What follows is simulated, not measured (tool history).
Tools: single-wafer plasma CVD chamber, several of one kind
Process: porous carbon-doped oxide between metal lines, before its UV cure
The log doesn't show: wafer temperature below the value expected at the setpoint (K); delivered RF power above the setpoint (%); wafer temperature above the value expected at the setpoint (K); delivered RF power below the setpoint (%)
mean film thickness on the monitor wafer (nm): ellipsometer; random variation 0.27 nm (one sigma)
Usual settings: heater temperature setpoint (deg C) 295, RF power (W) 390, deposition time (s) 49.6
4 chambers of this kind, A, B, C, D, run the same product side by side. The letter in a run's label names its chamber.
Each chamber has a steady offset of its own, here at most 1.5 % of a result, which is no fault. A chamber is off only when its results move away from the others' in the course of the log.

| run | hour | heater temperature setpoint (deg C) | RF power (W) | deposition time (s) | hours since the last thermocouple change | hours since the last RF generator calibration | read-back reference wafer on the same gauge, thickness_nm | mean film thickness on the monitor wafer (nm) |
|---|---|---|---|---|---|---|---|---|
| 1A | 3.0 | 295 | 390 | 49.6 | 1384.4 | 162.0 | 204.93 | 228.29 |
| 2C | 8.0 | 295 | 390 | 49.6 | 905.9 | 1675.5 | 204.92 | 226.85 |
| 3D | 13.2 | 295 | 390 | 49.6 | 802.0 | 605.0 | 204.91 | 227.04 |
| 4B | 19.0 | 295 | 390 | 49.6 | 1675.2 | 998.9 | 204.82 | 223.48 |
| 5A | 23.0 | 295 | 390 | 49.6 | 1404.4 | 182.0 | 204.79 | 227.79 |
| 6D | 26.2 | 295 | 390 | 49.6 | 815.0 | 618.0 | 204.74 | 226.39 |
| 7B | 31.9 | 295 | 390 | 49.6 | 1688.1 | 1011.8 | 204.72 | 223.95 |
| 8C | 35.5 | 295 | 390 | 49.6 | 933.4 | 1703.0 | 204.68 | 226.40 |
| 9A | 39.9 | 295 | 390 | 49.6 | 1421.3 | 198.9 | 204.64 | 228.07 |
| 10D | 43.0 | 295 | 390 | 49.6 | 831.8 | 634.8 | 204.63 | 226.55 |
| 11B | 48.8 | 295 | 390 | 49.6 | 1705.0 | 1028.7 | 204.59 | 223.61 |
| 12C | 53.4 | 295 | 390 | 49.6 | 951.3 | 1720.9 | 204.58 | 226.24 |
| 13D | 58.0 | 295 | 390 | 49.6 | 846.8 | 649.8 | 204.57 | 225.85 |
| 14B | 61.2 | 295 | 390 | 49.6 | 1717.4 | 1041.1 | 204.54 | 223.39 |
|  | 63.5 | chamber C: RF generator calibrated |
| 15A | 64.7 | 295 | 390 | 49.6 | 1446.1 | 223.7 | 204.42 | 227.34 |
| 16C | 70.2 | 295 | 390 | 49.6 | 968.1 | 6.8 | 204.43 | 225.96 |
| 17A | 74.2 | 295 | 390 | 49.6 | 1455.6 | 233.2 | 204.44 | 227.03 |
| 18C | 77.2 | 295 | 390 | 49.6 | 975.1 | 13.8 | 204.34 | 226.25 |
| 19D | 82.0 | 295 | 390 | 49.6 | 870.8 | 673.8 | 204.29 | 226.29 |
| 20B | 87.9 | 295 | 390 | 49.6 | 1744.1 | 1067.8 | 204.34 | 223.87 |
| 21D | 91.6 | 295 | 390 | 49.6 | 880.4 | 683.4 | 204.23 | 226.22 |
| 22C | 97.1 | 295 | 390 | 49.6 | 995.0 | 33.7 | 204.19 | 226.22 |
| 23B | 100.7 | 295 | 390 | 49.6 | 1756.9 | 1080.6 | 204.19 | 223.06 |
| 24A | 104.7 | 295 | 390 | 49.6 | 1486.1 | 263.7 | 204.27 | 226.96 |
| 25C | 109.8 | 295 | 390 | 49.6 | 1007.7 | 46.4 | 204.13 | 226.04 |
| 26D | 112.8 | 295 | 390 | 49.6 | 901.6 | 704.6 | 204.14 | 225.85 |
| 27B | 118.0 | 308 | 390 | 49.6 | 1774.2 | 1097.9 | 204.08 | 206.98 |
| 28A | 122.8 | 308 | 390 | 49.6 | 1504.2 | 281.8 | 203.98 | 211.30 |

Next, every chamber runs the same settings. What will each give?
| 29A | 127.1 | 295 | 390 | 49.6 |  |  |  | ? |
| 29B | 127.1 | 295 | 390 | 49.6 |  |  |  | ? |
| 29C | 127.1 | 295 | 390 | 49.6 |  |  |  | ? |
| 29D | 127.1 | 295 | 390 | 49.6 |  |  |  | ? |

| run | mean film thickness on the monitor wafer (nm) |
|---|---|
| 29A | 227.32 |
| 29B | 222.78 |
| 29C | 225.68 |
| 29D | 225.99 |
